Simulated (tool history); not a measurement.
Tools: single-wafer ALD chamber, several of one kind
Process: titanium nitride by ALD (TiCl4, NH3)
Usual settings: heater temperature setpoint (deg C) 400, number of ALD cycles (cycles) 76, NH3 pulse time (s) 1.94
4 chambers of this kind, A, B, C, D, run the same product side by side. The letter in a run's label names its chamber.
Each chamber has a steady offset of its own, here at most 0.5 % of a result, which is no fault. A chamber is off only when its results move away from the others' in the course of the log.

run	hour	heater temperature setpoint (deg C)	number of ALD cycles (cycles)	NH3 pulse time (s)	hours since the last thermocouple change	read-back reference wafer on the same gauge, thickness_nm	mean film thickness on the monitor wafer (nm)
1A	10.8	400	76	1.94	709.2	1.5798	1.6712
2D	17.6	400	76	1.94	2164.1	1.5792	1.6818
3C	28.4	400	76	1.94	741.6	1.5818	1.6791
4B	41.9	400	76	1.94	2067.1	1.5794	1.6783
5C	49.3	400	76	1.94	762.5	1.5796	1.6647
6D	62.3	400	76	1.94	2208.8	1.5791	1.6776
7A	75.1	400	76	1.94	773.5	1.5796	1.6761
8B	86.7	400	76	1.94	2111.9	1.5797	1.6896
9A	99.2	400	76	1.94	797.6	1.5804	1.672
10C	112.7	395	76	2.53	825.9	1.5777	1.6885
11D	124.7	395	76	2.53	2271.2	1.579	1.6981
12B	136.7	395	76	2.53	2161.9	1.5788	1.6918
13D	147.6	395	76	2.53	2294.1	1.5798	1.6871
14A	156.2	400	76	1.94	854.6	1.5786	1.665
15C	165.4	410	63	1.94	878.6	1.579	1.402
16B	172	410	63	1.94	2197.2	1.5812	1.3994
17A	185	410	63	1.94	883.4	1.5815	1.3956
18B	197.1	410	63	1.94	2222.3	1.5819	1.3996
19C	207.7	400	76	1.94	920.9	1.581	1.6657
20D	214.6	400	76	1.94	2361.1	1.5809	1.6777
# hour 217.2: chamber D: thermocouple changed; heater temperature recalibrated
21C	227.3	400	76	1.94	940.5	1.5788	1.6804
22D	234.1	400	88	1.94	16.9	1.5806	1.9464
23B	242.6	400	88	1.94	2267.8	1.5801	1.935
24A	251.6	400	88	1.94	950	1.58	1.9222
25C	264	400	88	1.94	977.2	1.5793	1.9529
26B	277.2	387	90	1.94	2302.4	1.5811	1.9674
27A	288.7	387	90	1.94	987.1	1.5805	1.9503
28D	295.2	387	90	1.94	78	1.5806	1.9473

What goes on in this fleet: one chamber off, a drifting gauge, or nothing beyond the chambers' own small offsets? Name the chamber and the cause, if any.

No chamber stands off beyond its own small offset, and the gauge holds steady.
